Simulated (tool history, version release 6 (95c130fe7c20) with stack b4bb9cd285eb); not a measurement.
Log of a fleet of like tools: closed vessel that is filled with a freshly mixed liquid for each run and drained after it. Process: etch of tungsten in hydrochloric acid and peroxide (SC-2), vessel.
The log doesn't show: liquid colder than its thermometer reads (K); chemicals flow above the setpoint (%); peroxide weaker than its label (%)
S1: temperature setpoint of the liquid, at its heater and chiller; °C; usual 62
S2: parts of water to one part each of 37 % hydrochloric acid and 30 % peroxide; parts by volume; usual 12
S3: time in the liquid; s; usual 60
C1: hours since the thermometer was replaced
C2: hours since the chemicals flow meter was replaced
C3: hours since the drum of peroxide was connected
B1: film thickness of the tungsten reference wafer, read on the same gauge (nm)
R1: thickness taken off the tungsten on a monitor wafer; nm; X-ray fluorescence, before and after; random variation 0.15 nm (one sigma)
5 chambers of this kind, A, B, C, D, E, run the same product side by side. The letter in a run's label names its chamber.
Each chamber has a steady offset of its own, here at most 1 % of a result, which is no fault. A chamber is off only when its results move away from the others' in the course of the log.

run,hour,S1,S2,S3,C1,C2,C3,B1,R1
1B,4.2,62,12,60,1616.7,423.1,273.5,59.937,16.746
# hour 6.4: chamber A: chemicals flow meter replaced
2D,6.6,62,12,60,478.4,1209.9,1059.4,59.995,17.158
3E,10.3,62,12,60,398.4,1067.2,835.1,59.996,16.631
4A,15,62,12,60,700.7,8.6,221.9,60.039,16.988
5C,20.3,68.5,12,60,437,452.6,65.5,60,24.619
6D,23.6,68.5,12,60,495.4,1226.9,1076.4,59.979,24.926
7E,27.5,68.5,12,60,415.6,1084.4,852.3,59.989,24.575
8C,32.2,68.5,12,60,448.9,464.5,77.4,60.008,24.715
9B,35.3,68.5,12,60,1647.8,454.2,304.6,60.002,24.732
10A,38.6,62,12,60,724.3,32.2,245.5,59.981,16.885
11C,41.6,62,12,60,458.3,473.9,86.8,60.037,16.712
12E,46.4,62,12,60,434.5,1103.3,871.2,60.028,16.921
13B,51.5,69.5,12,80,1664,470.4,320.8,60.001,34.514
14A,55.7,69.5,12,80,741.4,49.3,262.6,59.971,35.129
15D,61,69.5,12,80,532.8,1264.3,1113.8,60.031,34.933
16C,63.9,69.5,12,80,480.6,496.2,109.1,59.981,34.687
17A,69.2,69.5,12,80,754.9,62.8,276.1,59.982,34.727
18B,74.2,62,12,60,1686.7,493.1,343.5,60.008,16.468
19E,78.1,62,12,60,466.2,1135,902.9,60.02,16.765
20D,81.5,62,12,60,553.3,1284.8,1134.3,60.017,17.012
21A,86.2,62,12,60,771.9,79.8,293.1,59.989,16.119
22B,91.1,62,12,60,1703.6,510,360.4,59.983,16.737
23C,93.6,62,12,60,510.3,525.9,138.8,59.983,16.616
24D,96.4,62,12,60,568.2,1299.7,1149.2,60.006,16.819
25E,100.3,62,12,60,488.4,1157.2,925.1,59.997,16.5
26A,103.2,62,7.5,60,788.9,96.8,310.1,60.022,23.283
27B,106.8,62,7.5,60,1719.3,525.7,376.1,59.997,24.634
28E,110.3,62,7.5,60,498.4,1167.2,935.1,60.022,24.591
29C,112.7,62,7.5,60,529.4,545,157.9,60.028,24.631
30D,116.6,62,7.5,60,588.4,1319.9,1169.4,59.993,24.788
31E,119.3,62,12,60,507.4,1176.2,944.1,59.989,16.406

Next, every chamber runs the same settings. What will each give?
32A,123.1,62,12,85,,,,,?
32B,123.1,62,12,85,,,,,?
32C,123.1,62,12,85,,,,,?
32D,123.1,62,12,85,,,,,?
32E,123.1,62,12,85,,,,,?

run,R1
32A,21.346
32B,23.711
32C,23.449
32D,24.019
32E,23.738
